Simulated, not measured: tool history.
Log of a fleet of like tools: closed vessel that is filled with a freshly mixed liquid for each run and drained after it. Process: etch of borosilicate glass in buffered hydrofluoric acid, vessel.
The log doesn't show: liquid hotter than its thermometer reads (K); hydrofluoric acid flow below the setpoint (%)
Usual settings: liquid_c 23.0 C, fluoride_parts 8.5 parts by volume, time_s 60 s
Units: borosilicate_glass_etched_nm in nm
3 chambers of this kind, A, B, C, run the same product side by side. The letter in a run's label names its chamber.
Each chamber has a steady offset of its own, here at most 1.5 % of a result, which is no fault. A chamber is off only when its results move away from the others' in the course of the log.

| run | hour | liquid_c | fluoride_parts | time_s | hours since the thermometer was replaced | hours since the hydrofluoric acid flow meter was replaced | read-back film thickness of the borosilicate glass reference wafer, read on the same gauge (nm) | borosilicate_glass_etched_nm |
|---|---|---|---|---|---|---|---|---|
| 1B | 7.4 | 23.0 | 8.5 | 60 | 956.6 | 412.0 | 59.983 | 81.274 |
| 2C | 19.1 | 23.0 | 8.5 | 60 | 2115.6 | 218.4 | 60.001 | 80.877 |
| 3A | 27.2 | 23.0 | 8.5 | 60 | 1147.2 | 41.5 | 60.019 | 79.625 |
| 4C | 37.8 | 23.0 | 8.5 | 60 | 2134.3 | 237.1 | 59.994 | 79.912 |
| 5B | 49.7 | 23.0 | 10.5 | 60 | 998.9 | 454.3 | 59.991 | 67.753 |
| 6A | 61.9 | 23.0 | 10.5 | 60 | 1181.9 | 76.2 | 60.015 | 67.377 |
| 7B | 70.7 | 23.0 | 10.5 | 60 | 1019.9 | 475.3 | 59.991 | 67.601 |
| 8A | 84.0 | 23.0 | 8.5 | 60 | 1204.0 | 98.3 | 60.015 | 80.262 |
| 9C | 92.4 | 26.5 | 8.5 | 60 | 2188.9 | 291.7 | 60.000 | 96.494 |
| 10C | 101.6 | 26.5 | 8.5 | 60 | 2198.1 | 300.9 | 60.009 | 96.254 |
| 11A | 108.9 | 26.5 | 8.5 | 60 | 1228.9 | 123.2 | 60.003 | 97.961 |
|  | 116.0 | chamber B: hydrofluoric acid flow meter replaced |
| 12B | 118.1 | 23.0 | 8.5 | 60 | 1067.3 | 2.2 | 60.021 | 81.676 |
| 13B | 129.9 | 23.0 | 8.5 | 60 | 1079.1 | 14.0 | 60.016 | 81.840 |
| 14C | 142.5 | 23.0 | 8.5 | 60 | 2239.0 | 341.8 | 59.999 | 80.294 |
| 15A | 151.7 | 23.0 | 8.5 | 60 | 1271.7 | 166.0 | 59.987 | 80.843 |
| 16A | 158.5 | 23.0 | 8.5 | 60 | 1278.5 | 172.8 | 60.006 | 80.576 |
| 17C | 171.0 | 23.0 | 8.5 | 60 | 2267.5 | 370.3 | 60.003 | 80.764 |
| 18B | 178.7 | 23.0 | 8.5 | 60 | 1127.9 | 62.8 | 59.988 | 81.341 |
| 19A | 185.8 | 23.0 | 8.5 | 60 | 1305.8 | 200.1 | 60.005 | 80.338 |
| 20C | 199.0 | 23.0 | 8.5 | 60 | 2295.5 | 398.3 | 59.984 | 81.459 |
| 21B | 207.4 | 23.0 | 12.0 | 80 | 1156.6 | 91.5 | 60.022 | 79.408 |
| 22A | 221.4 | 23.0 | 12.0 | 80 | 1341.4 | 235.7 | 59.985 | 77.726 |
| 23C | 227.5 | 23.0 | 12.0 | 80 | 2324.0 | 426.8 | 60.014 | 78.699 |
| 24B | 236.8 | 23.0 | 8.5 | 60 | 1186.0 | 120.9 | 59.991 | 82.035 |
| 25B | 248.5 | 27.5 | 8.5 | 75 | 1197.7 | 132.6 | 59.999 | 127.790 |
| 26C | 257.6 | 27.5 | 8.5 | 75 | 2354.1 | 456.9 | 59.976 | 127.540 |
| 27A | 269.2 | 27.5 | 8.5 | 75 | 1389.2 | 283.5 | 59.992 | 127.580 |
| 28C | 277.4 | 23.0 | 8.5 | 60 | 2373.9 | 476.7 | 59.977 | 79.036 |
| 29A | 291.2 | 23.0 | 8.5 | 60 | 1411.2 | 305.5 | 59.985 | 81.856 |
| 30B | 298.7 | 23.0 | 8.5 | 60 | 1247.9 | 182.8 | 60.011 | 81.651 |
| 31C | 311.1 | 23.0 | 8.5 | 60 | 2407.6 | 510.4 | 59.987 | 80.469 |
| 32B | 324.3 | 23.0 | 8.5 | 60 | 1273.5 | 208.4 | 60.003 | 81.509 |
|  | 335.9 | chamber C: hydrofluoric acid flow meter replaced |
| 33A | 338.2 | 23.0 | 8.5 | 60 | 1458.2 | 352.5 | 60.001 | 81.020 |
| 34C | 344.5 | 23.0 | 8.5 | 60 | 2441.0 | 8.6 | 59.986 | 80.387 |
| 35A | 351.8 | 23.0 | 8.5 | 60 | 1471.8 | 366.1 | 59.994 | 80.193 |
| 36B | 361.3 | 23.0 | 8.5 | 60 | 1310.5 | 245.4 | 60.014 | 80.820 |
| 37C | 369.0 | 20.0 | 8.5 | 60 | 2465.5 | 33.1 | 59.999 | 68.158 |
| 38A | 380.5 | 20.0 | 8.5 | 60 | 1500.5 | 394.8 | 59.991 | 68.715 |
| 39B | 391.4 | 20.0 | 8.5 | 60 | 1340.6 | 275.5 | 59.981 | 69.630 |
| 40A | 398.3 | 23.0 | 8.5 | 60 | 1518.3 | 412.6 | 59.989 | 81.247 |
| 41B | 409.3 | 27.5 | 8.5 | 40 | 1358.5 | 293.4 | 60.003 | 68.437 |
| 42C | 417.2 | 27.5 | 8.5 | 40 | 2513.7 | 81.3 | 60.009 | 68.069 |

Is one chamber off against the others, does the gauge drift, or is nothing wrong? If a chamber is off, say which, and what the likeliest cause is.

No chamber stands off beyond its own small offset, and the gauge holds steady.
